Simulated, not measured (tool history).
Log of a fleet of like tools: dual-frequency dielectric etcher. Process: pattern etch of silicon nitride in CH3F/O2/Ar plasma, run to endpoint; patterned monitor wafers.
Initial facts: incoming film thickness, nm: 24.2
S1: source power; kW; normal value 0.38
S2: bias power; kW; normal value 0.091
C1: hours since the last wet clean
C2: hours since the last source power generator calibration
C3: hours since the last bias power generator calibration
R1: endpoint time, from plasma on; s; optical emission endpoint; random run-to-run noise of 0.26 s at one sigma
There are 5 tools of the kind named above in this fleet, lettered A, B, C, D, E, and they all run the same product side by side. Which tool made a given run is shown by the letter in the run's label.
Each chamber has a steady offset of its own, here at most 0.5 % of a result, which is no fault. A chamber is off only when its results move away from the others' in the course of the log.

run,day,S1,S2,C1,C2,C3,R1
1D,0.262,0.38,0.091,83.3,1585.7,1748.6,32.753
2C,0.783,0.38,0.091,300,3306.2,761.5,32.334
3B,1.075,0.38,0.091,190,700.5,1319.2,32.676
4E,1.55,0.38,0.091,369.1,2817.3,3208.4,32.806
5A,1.992,0.31,0.074,398.1,2709.6,1231.3,38.225
6A,2.417,0.31,0.074,408.3,2719.8,1241.5,38.272
7B,2.971,0.31,0.074,235.5,746,1364.7,38.157
8D,3.262,0.31,0.074,155.3,1657.7,1820.6,38.595
9C,3.617,0.31,0.074,368,3374.2,829.5,37.872
10E,4.071,0.38,0.091,429.6,2877.8,3268.9,32.669
11D,4.383,0.38,0.091,182.2,1684.6,1847.5,33.447
12C,4.846,0.38,0.091,397.5,3403.7,859,32.803
# day 5.067: chamber E: wet clean of the chamber
13A,5.129,0.38,0.091,473.4,2784.9,1306.6,32.948
14B,5.521,0.38,0.091,296.7,807.2,1425.9,32.834
15E,5.788,0.38,0.091,17.3,2919,3310.1,31.752
# day 6.15: chamber C: wet clean of the chamber
16D,6.271,0.38,0.091,227.5,1729.9,1892.8,33.227
17C,6.804,0.38,0.091,15.7,3450.7,906,32.632
18A,7.208,0.38,0.091,523.3,2834.8,1356.5,33.143
19B,7.621,0.38,0.091,347.1,857.6,1476.3,33.138
20E,8.046,0.38,0.091,71.5,2973.2,3364.3,31.785
21B,8.575,0.38,0.091,370,880.5,1499.2,32.421
# day 8.838: chamber B: wet clean of the chamber
22C,8.983,0.38,0.091,68,3503,958.3,32.757
23E,9.396,0.38,0.091,103.9,3005.6,3396.7,31.867
24D,9.7,0.38,0.091,309.8,1812.2,1975.1,33.397
25A,10.071,0.38,0.091,592,2903.5,1425.2,32.893
26B,10.621,0.38,0.091,42.9,929.6,1548.3,33.093
27D,11.158,0.38,0.091,344.8,1847.2,2010.1,33.054
28E,11.512,0.38,0.091,154.7,3056.4,3447.5,31.633
29A,12,0.38,0.091,638.3,2949.8,1471.5,32.726
# day 12.117: chamber D: wet clean of the chamber
30C,12.333,0.38,0.091,148.4,3583.4,1038.7,32.613
31C,12.783,0.38,0.091,159.2,3594.2,1049.5,32.521
32D,13.108,0.38,0.091,23.9,1894,2056.9,33.084

Is one chamber out of step, is the gauge drifting, or do the chambers differ by no more than their own small offsets? For an off chamber, give its letter and the likeliest cause.

Chamber E came out of a service off from its peers and stayed that way.
Cause: etch rate over this chamber's usual, % = 4.06.

Chamber E could run next with any of the 4 candidate recipes listed below; each alters the usual settings, and their results appear as question marks. Which one brings its results back in line with what the other chambers deliver on the usual settings?
To be in line, a result may differ from the other chambers' mean on the usual settings by at most: R1 0.91 s
33E-1,13.529,0.38,0.101,,,,?
33E-2,13.529,0.33,0.08,,,,?
33E-3,13.529,0.47,0.091,,,,?
33E-4,13.529,0.36,0.086,,,,?

The mean the other chambers reach with the usual settings: R1 32.878 s
run,R1
33E-1,30.53
33E-2,35.042
33E-3,29.324
33E-4,33.049
The right change is 33E-4: it brings the chamber back within the allowed miss of the others.

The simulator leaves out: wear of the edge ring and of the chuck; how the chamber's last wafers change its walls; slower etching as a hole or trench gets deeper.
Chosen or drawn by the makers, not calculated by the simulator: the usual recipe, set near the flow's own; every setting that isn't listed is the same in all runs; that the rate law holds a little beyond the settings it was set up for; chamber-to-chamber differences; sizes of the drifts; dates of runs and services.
